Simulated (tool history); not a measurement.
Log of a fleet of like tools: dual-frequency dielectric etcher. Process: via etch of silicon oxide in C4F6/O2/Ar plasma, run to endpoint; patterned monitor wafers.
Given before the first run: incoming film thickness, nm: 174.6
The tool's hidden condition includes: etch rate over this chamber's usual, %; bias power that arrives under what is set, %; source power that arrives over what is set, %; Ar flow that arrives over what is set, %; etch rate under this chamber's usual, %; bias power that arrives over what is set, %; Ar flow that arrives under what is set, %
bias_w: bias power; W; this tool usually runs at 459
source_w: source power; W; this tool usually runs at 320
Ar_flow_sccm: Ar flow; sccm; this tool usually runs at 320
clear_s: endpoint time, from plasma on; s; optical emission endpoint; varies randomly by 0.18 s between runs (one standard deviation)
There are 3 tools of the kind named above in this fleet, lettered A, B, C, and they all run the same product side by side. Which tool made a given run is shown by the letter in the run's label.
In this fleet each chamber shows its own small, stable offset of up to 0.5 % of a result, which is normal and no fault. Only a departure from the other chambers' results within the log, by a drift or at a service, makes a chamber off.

run   hour  bias_w  source_w  Ar_flow_sccm  hours since the last wet clean  hours since the last bias power generator calibration  hours since the last source power generator calibration  hours since the last Ar flow controller change  clear_s
 1B   11.2     459       320           320                           351.5                                                 1402.3                                                    606.2                                          1400.3   43.499
 2A   22.4     459       320           320                           164.3                                                 1012.5                                                   1107.1                                          1813.9    43.64
 3C     32     459       320           320                           131.3                                                 3642.1                                                    149.8                                          2307.4   43.496
 4A   43.1     459       320           320                             185                                                 1033.2                                                   1127.8                                          1834.6   43.631
 5C   48.3     459       320           320                           147.6                                                 3658.4                                                    166.1                                          2323.7   43.338
 6B   56.7     459       320           320                             397                                                 1447.8                                                    651.7                                          1445.8   43.085
 7A   67.9     459       320           348                           209.8                                                   1058                                                   1152.6                                          1859.4   44.084
 8C   73.1     459       320           348                           172.4                                                 3683.2                                                    190.9                                          2348.5   43.883
 9B   81.2     459       320           348                           421.5                                                 1472.3                                                    676.2                                          1470.3   44.202
10B   89.3     459       320           320                           429.6                                                 1480.4                                                    684.3                                          1478.4   43.986
11C   96.1     459       320           320                           195.4                                                 3706.2                                                    213.9                                          2371.5   43.377
12A    105     459       320           320                           246.9                                                 1095.1                                                   1189.7                                          1896.5   43.552
13B  116.6     459       320           320                           456.9                                                 1507.7                                                    711.6                                          1505.7   43.547
14A  126.8     459       320           320                           268.7                                                 1116.9                                                   1211.5                                          1918.3   43.731
15C  136.1     459       320           320                           235.4                                                 3746.2                                                    253.9                                          2411.5   43.207
16C  143.4     459       320           320                           242.7                                                 3753.5                                                    261.2                                          2418.8   43.442
17B  153.4     459       320           320                           493.7                                                 1544.5                                                    748.4                                          1542.5   44.037
18A  160.1     424       320           320                             302                                                 1150.2                                                   1244.8                                          1951.6   45.043
19B  167.4     424       320           320                           507.7                                                 1558.5                                                    762.4                                          1556.5   45.359
20C  175.9     424       320           320                           275.2                                                   3786                                                    293.7                                          2451.3   44.795
21A  182.3     459       320           320                           324.2                                                 1172.4                                                     1267                                          1973.8   43.566
22B  191.3     459       320           320                           531.6                                                 1582.4                                                    786.3                                          1580.4   44.164
23A  202.8     459       320           320                           344.7                                                 1192.9                                                   1287.5                                          1994.3   43.628
24C  211.8     459       320           320                           311.1                                                 3821.9                                                    329.6                                          2487.2   43.055

Read the log: is a single chamber off, either drifting away or since a service, is the gauge that measures every chamber drifting, or is nothing wrong beyond small per-chamber offsets? Name any odd chamber and what most likely caused it.

Chamber B drifts away from the others.
Cause: etch rate under this chamber's usual, % = 3.01.

Chamber B could run next with any of the 4 candidate recipes listed below; each alters the usual settings, and their results appear as question marks. Which one brings its results back in line with what the other chambers deliver on the usual settings?
Maximum distance from the other chambers' mean on the usual settings for a result to count as in line: clear_s 0.64 s
25B-1  220.2     427       320           320                                                                                                                                                                                                        ?
25B-2  220.2     428       300           326                                                                                                                                                                                                        ?
25B-3  220.2     488       320           314                                                                                                                                                                                                        ?
25B-4  220.2     490       340           314                                                                                                                                                                                                        ?

Other chambers, usual settings, mean: clear_s 43.502 s
  run  clear_s
25B-1   45.661
25B-2   46.839
25B-3   43.381
25B-4   42.345
The answer is 25B-3, which returns the chamber to within the allowed miss of the others.
